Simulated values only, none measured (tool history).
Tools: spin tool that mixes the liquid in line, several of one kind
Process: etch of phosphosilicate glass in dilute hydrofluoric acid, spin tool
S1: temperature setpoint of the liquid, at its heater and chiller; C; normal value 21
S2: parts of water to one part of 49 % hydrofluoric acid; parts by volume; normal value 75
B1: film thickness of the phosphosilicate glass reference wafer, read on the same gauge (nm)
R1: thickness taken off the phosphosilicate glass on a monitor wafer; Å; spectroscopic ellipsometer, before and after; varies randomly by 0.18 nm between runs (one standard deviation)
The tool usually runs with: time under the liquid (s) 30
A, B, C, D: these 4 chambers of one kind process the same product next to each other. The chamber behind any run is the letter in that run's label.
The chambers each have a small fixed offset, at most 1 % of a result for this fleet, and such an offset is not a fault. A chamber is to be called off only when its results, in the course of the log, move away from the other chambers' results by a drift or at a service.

Run 1B, hour 9.8: usual settings; B1 30.003. Result: R1 220.36 Å.
Run 2D, hour 21.5: usual settings; B1 29.98. Result: R1 216.53 Å.
Run 3C, hour 34.3: usual settings; B1 30.019. Result: R1 219.58 Å.
Run 4A, hour 47.1: usual settings; B1 29.976. Result: R1 219.62 Å.
Run 5A, hour 57.5: usual settings; B1 30.009. Result: R1 220.65 Å.
Run 6D, hour 67.4: usual settings; B1 29.976. Result: R1 219.06 Å.
Run 7C, hour 81.4: usual settings; B1 29.983. Result: R1 217.6 Å.
Run 8B, hour 89.2: usual settings; B1 29.96. Result: R1 223.18 Å.
Run 9D, hour 103.8: usual settings; B1 30.002. Result: R1 221.12 Å.
Run 10A, hour 111.1: usual settings; B1 30.011. Result: R1 220.94 Å.
Run 11C, hour 119.4: usual settings; B1 29.993. Result: R1 218.13 Å.
Run 12B, hour 132.5: usual settings but S1 17 C; B1 29.979. Result: R1 184.14 Å.
Run 13D, hour 139.4: usual settings but S1 17 C; B1 29.97. Result: R1 190.15 Å.
Run 14C, hour 153.6: usual settings but S1 17 C; B1 30.003. Result: R1 187.71 Å.
Run 15A, hour 168.5: usual settings but S1 17 C; B1 30.006. Result: R1 189.11 Å.
Run 16B, hour 177.8: usual settings; B1 30.011. Result: R1 219.58 Å.
Run 17C, hour 191: usual settings; B1 30.041. Result: R1 215.1 Å.
Run 18A, hour 201.1: usual settings; B1 30.025. Result: R1 220.85 Å.
Run 19B, hour 207.9: usual settings; B1 30.008. Result: R1 219.71 Å.
Run 20D, hour 218.3: usual settings but S1 18.5 C; B1 30.021. Result: R1 208.03 Å.
Run 21B, hour 228.5: usual settings but S1 18.5 C; B1 30. Result: R1 194.99 Å.
Run 22C, hour 241.6: usual settings but S1 18.5 C; B1 29.993. Result: R1 198.33 Å.
Run 23A, hour 249.9: usual settings but S1 18.5 C; B1 29.974. Result: R1 200.64 Å.
Run 24D, hour 257.7: usual settings; B1 29.997. Result: R1 228.69 Å.
Run 25C, hour 267.5: usual settings; B1 29.991. Result: R1 221.67 Å.
Run 26D, hour 282.6: usual settings; B1 30.001. Result: R1 231.16 Å.
Run 27B, hour 296.9: usual settings; B1 30.004. Result: R1 220.97 Å.
Run 28A, hour 312: usual settings; B1 29.994. Result: R1 218.56 Å.
Run 29D, hour 324.6: usual settings; B1 29.999. Result: R1 236.88 Å.
At hour 325.2: chamber B: thermometer replaced.
Run 30B, hour 337.9: usual settings; B1 29.94. Result: R1 222.24 Å.
Run 31C, hour 353.3: usual settings; B1 30.012. Result: R1 219.86 Å.
Run 32A, hour 362.5: usual settings but S1 19 C, S2 105 parts by volume; B1 29.942. Result: R1 140.96 Å.
Run 33C, hour 371.1: usual settings but S1 19 C, S2 105 parts by volume; B1 29.99. Result: R1 137.99 Å.
Run 34A, hour 381.6: usual settings but S1 19 C, S2 105 parts by volume; B1 29.991. Result: R1 139.09 Å.
Run 35D, hour 393.5: usual settings but S1 19 C, S2 105 parts by volume; B1 29.987. Result: R1 150.09 Å.
Run 36B, hour 401.2: usual settings; B1 29.997. Result: R1 221.02 Å.
Run 37B, hour 416.4: usual settings but S1 26 C, S2 110 parts by volume; B1 29.986. Result: R1 177.35 Å.
Run 38D, hour 429.4: usual settings but S1 26 C, S2 110 parts by volume; B1 30.02. Result: R1 190.07 Å.

For the next run the whole fleet of 4 chambers uses the same settings. Give each chamber's results:
Run 39A, hour 440.5: usual settings. Result: R1 ?.
Run 39B, hour 440.5: usual settings. Result: R1 ?.
Run 39C, hour 440.5: usual settings. Result: R1 ?.
Run 39D, hour 440.5: usual settings. Result: R1 ?.

run      R1
39A  222.23
39B  222.59
39C  218.27
39D  239.09
